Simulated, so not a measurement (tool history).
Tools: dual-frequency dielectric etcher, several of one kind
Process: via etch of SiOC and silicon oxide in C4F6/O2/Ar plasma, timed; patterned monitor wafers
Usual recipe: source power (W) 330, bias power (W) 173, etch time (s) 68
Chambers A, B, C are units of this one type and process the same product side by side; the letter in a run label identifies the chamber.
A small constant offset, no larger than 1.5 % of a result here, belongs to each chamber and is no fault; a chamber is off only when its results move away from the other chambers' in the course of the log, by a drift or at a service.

run	hour	source power (W)	bias power (W)	etch time (s)	hours since the last wet clean	hours since the last source power generator calibration	hours since the last bias power generator calibration	read-back reference wafer on the same gauge, depth_nm	mean etch depth across the wafer (angstrom)
1C	7	330	173	68	342.1	2100.4	660.9	68.803	693.66
2A	21.3	330	173	68	283.7	2358.8	2889.1	68.781	701.52
# hour 22: chamber B: wet clean of the chamber
3B	36	330	173	68	14	277	549.5	68.785	700.9
4B	46.2	330	173	68	24.2	287.2	559.7	68.755	700.65
5C	53.7	330	206	68	388.8	2147.1	707.6	68.753	735.36
6A	62.1	330	206	68	324.5	2399.6	2929.9	68.766	741.41
7C	69.4	330	206	68	404.5	2162.8	723.3	68.762	734.4
8A	80.4	330	173	68	342.8	2417.9	2948.2	68.74	699.5
9B	92.3	330	173	68	70.3	333.3	605.8	68.766	701.63
10A	101.3	330	173	68	363.7	2438.8	2969.1	68.732	699.01
11B	114	330	173	68	92	355	627.5	68.751	700.38
12C	126.5	330	134	68	461.6	2219.9	780.4	68.725	641.3
13A	139.9	330	134	68	402.3	2477.4	3007.7	68.708	644.99
# hour 141.5: chamber C: wet clean of the chamber
14C	147.1	330	134	68	5.7	2240.5	801	68.703	640.58
15B	155.7	330	173	68	133.7	396.7	669.2	68.68	699.13
16B	163	330	173	68	141	404	676.5	68.719	698.71
17A	173.7	330	173	68	436.1	2511.2	3041.5	68.688	700.34
18C	182.9	330	173	68	41.5	2276.3	836.8	68.7	692.83
19A	193.3	330	173	68	455.7	2530.8	3061.1	68.682	699.5
20C	203.5	330	173	82	62.1	2296.9	857.4	68.671	835.22
21B	216.7	330	173	82	194.7	457.7	730.2	68.658	843.45
22A	226.8	330	173	82	489.2	2564.3	3094.6	68.661	843.93
23C	236.3	330	173	68	94.9	2329.7	890.2	68.648	693.79
24B	243.8	330	173	68	221.8	484.8	757.3	68.635	699.76
25A	251.2	330	173	68	513.6	2588.7	3119	68.667	698.24
26B	259.8	330	173	68	237.8	500.8	773.3	68.641	699.53
27C	268.8	330	173	68	127.4	2362.2	922.7	68.636	692.31
28C	278.6	330	173	68	137.2	2372	932.5	68.619	692.74
# hour 280.2: chamber A: wet clean of the chamber
29B	293.6	330	173	68	271.6	534.6	807.1	68.593	700.25
30A	301.9	370	173	78.5	21.8	2639.4	3169.7	68.599	843.3
31C	309.5	370	173	78.5	168.1	2402.9	963.4	68.61	834.5
32A	317.3	370	173	78.5	37.2	2654.8	3185.1	68.609	843.65
33B	329.7	330	173	68	307.7	570.7	843.2	68.599	698.71
34A	343.6	330	173	68	63.5	2681.1	3211.4	68.589	697.95
35C	356.4	330	173	68	215	2449.8	1010.3	68.568	692.35
36B	367	330	173	68	345	608	880.5	68.591	699.41
37A	381.4	330	173	68	101.3	2718.9	3249.2	68.57	699.15
38C	390.8	280	157	68	249.4	2484.2	1044.7	68.567	630.42
39B	400.2	280	157	68	378.2	641.2	913.7	68.556	635.4
40A	412.7	280	157	68	132.6	2750.2	3280.5	68.562	634.21
41B	426.9	330	173	68	404.9	667.9	940.4	68.546	698.12
42C	441.6	330	173	68	300.2	2535	1095.5	68.515	690.73
43C	449.8	330	173	68	308.4	2543.2	1103.7	68.534	691.18

Is one chamber out of step, is the gauge drifting, or do the chambers differ by no more than their own small offsets? For an off chamber, give its letter and the likeliest cause.

The shared gauge is drifting. All chambers look as if they move in step, but none is off.
Likeliest cause: gauge reads low (%) = 0.417.

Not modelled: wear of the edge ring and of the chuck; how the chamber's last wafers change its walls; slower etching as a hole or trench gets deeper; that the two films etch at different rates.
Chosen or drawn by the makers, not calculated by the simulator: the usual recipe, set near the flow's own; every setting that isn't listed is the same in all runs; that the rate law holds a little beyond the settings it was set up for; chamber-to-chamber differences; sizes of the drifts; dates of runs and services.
